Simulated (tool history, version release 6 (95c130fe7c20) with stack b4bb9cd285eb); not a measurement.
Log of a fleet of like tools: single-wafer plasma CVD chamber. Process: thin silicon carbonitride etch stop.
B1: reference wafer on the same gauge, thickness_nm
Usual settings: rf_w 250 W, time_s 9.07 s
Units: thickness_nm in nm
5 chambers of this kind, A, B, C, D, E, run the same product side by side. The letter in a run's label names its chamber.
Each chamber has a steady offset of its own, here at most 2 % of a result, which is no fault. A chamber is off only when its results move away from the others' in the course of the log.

Run 1E, day 0.183: usual settings; B1 6.2009. Result: thickness_nm 5.5239 nm.
Run 2D, day 0.562: usual settings; B1 6.1983. Result: thickness_nm 5.5645 nm.
Run 3A, day 0.896: usual settings; B1 6.1982. Result: thickness_nm 5.6265 nm.
Run 4C, day 1.279: usual settings; B1 6.199. Result: thickness_nm 5.4708 nm.
Run 5B, day 1.65: usual settings; B1 6.2007. Result: thickness_nm 5.5449 nm.
Run 6A, day 2.021: usual settings; B1 6.1961. Result: thickness_nm 5.6372 nm.
Run 7B, day 2.242: usual settings; B1 6.1985. Result: thickness_nm 5.5766 nm.
Run 8D, day 2.442: usual settings; B1 6.199. Result: thickness_nm 5.603 nm.
Run 9C, day 2.875: usual settings; B1 6.1982. Result: thickness_nm 5.4624 nm.
Run 10E, day 3.096: usual settings; B1 6.1996. Result: thickness_nm 5.5231 nm.
Run 11C, day 3.479: usual settings but rf_w 290 W, time_s 9.8 s; B1 6.1944. Result: thickness_nm 6.1474 nm.
Run 12D, day 3.779: usual settings but rf_w 290 W, time_s 9.8 s; B1 6.1976. Result: thickness_nm 6.3499 nm.
Run 13E, day 4.204: usual settings but rf_w 290 W, time_s 9.8 s; B1 6.2029. Result: thickness_nm 6.2735 nm.
Run 14B, day 4.438: usual settings but rf_w 290 W, time_s 9.8 s; B1 6.2027. Result: thickness_nm 6.2963 nm.
At day 4.671: chamber B: RF generator calibrated.
Run 15A, day 4.679: usual settings but rf_w 290 W, time_s 9.8 s; B1 6.2019. Result: thickness_nm 6.3507 nm.
Run 16A, day 4.967: usual settings; B1 6.2018. Result: thickness_nm 5.5946 nm.
Run 17D, day 5.221: usual settings; B1 6.2026. Result: thickness_nm 5.587 nm.
Run 18B, day 5.408: usual settings; B1 6.1981. Result: thickness_nm 5.5423 nm.
Run 19E, day 5.712: usual settings; B1 6.1946. Result: thickness_nm 5.5722 nm.
Run 20C, day 6.021: usual settings; B1 6.196. Result: thickness_nm 5.451 nm.
Run 21C, day 6.375: usual settings; B1 6.1958. Result: thickness_nm 5.4326 nm.
Run 22A, day 6.738: usual settings; B1 6.2025. Result: thickness_nm 5.6164 nm.
Run 23E, day 7.038: usual settings; B1 6.2. Result: thickness_nm 5.5474 nm.
Run 24B, day 7.267: usual settings; B1 6.2018. Result: thickness_nm 5.5261 nm.
Run 25D, day 7.625: usual settings; B1 6.1979. Result: thickness_nm 5.5647 nm.
Run 26A, day 7.892: usual settings; B1 6.2004. Result: thickness_nm 5.6003 nm.
Run 27D, day 8.283: usual settings but rf_w 290 W, time_s 7.93 s; B1 6.198. Result: thickness_nm 5.1061 nm.
Run 28B, day 8.604: usual settings but rf_w 290 W, time_s 7.93 s; B1 6.2022. Result: thickness_nm 5.0677 nm.
Run 29E, day 8.821: usual settings but rf_w 290 W, time_s 7.93 s; B1 6.1989. Result: thickness_nm 5.0748 nm.
Run 30C, day 9.133: usual settings but rf_w 290 W, time_s 7.93 s; B1 6.2029. Result: thickness_nm 4.983 nm.
Run 31B, day 9.504: usual settings but rf_w 290 W, time_s 7.93 s; B1 6.1962. Result: thickness_nm 5.0844 nm.
Run 32E, day 9.925: usual settings; B1 6.1962. Result: thickness_nm 5.5684 nm.
At day 9.929: chamber D: RF generator calibrated.
At day 10.154: chamber C: RF generator calibrated.
Run 33C, day 10.333: usual settings; B1 6.2012. Result: thickness_nm 5.4669 nm.
Run 34A, day 10.733: usual settings; B1 6.2009. Result: thickness_nm 5.6111 nm.
Run 35D, day 10.942: usual settings; B1 6.2007. Result: thickness_nm 5.6019 nm.
Run 36E, day 11.175: usual settings; B1 6.1962. Result: thickness_nm 5.5563 nm.
Run 37C, day 11.592: usual settings; B1 6.1999. Result: thickness_nm 5.501 nm.
Run 38B, day 11.917: usual settings but time_s 10.05 s; B1 6.201. Result: thickness_nm 6.1428 nm.
Run 39A, day 12.183: usual settings but time_s 10.05 s; B1 6.2026. Result: thickness_nm 6.2194 nm.
Run 40D, day 12.483: usual settings but time_s 10.05 s; B1 6.2059. Result: thickness_nm 6.2189 nm.
Run 41E, day 12.812: usual settings but time_s 10.05 s; B1 6.2033. Result: thickness_nm 6.1277 nm.
Run 42D, day 13.133: usual settings but time_s 10.05 s; B1 6.2013. Result: thickness_nm 6.1888 nm.
Run 43C, day 13.558: usual settings; B1 6.2029. Result: thickness_nm 5.4511 nm.

Is one chamber off against the others, does the gauge drift, or is nothing wrong? If a chamber is off, say which, and what the likeliest cause is.

No chamber stands off beyond its own small offset, and the gauge holds steady.

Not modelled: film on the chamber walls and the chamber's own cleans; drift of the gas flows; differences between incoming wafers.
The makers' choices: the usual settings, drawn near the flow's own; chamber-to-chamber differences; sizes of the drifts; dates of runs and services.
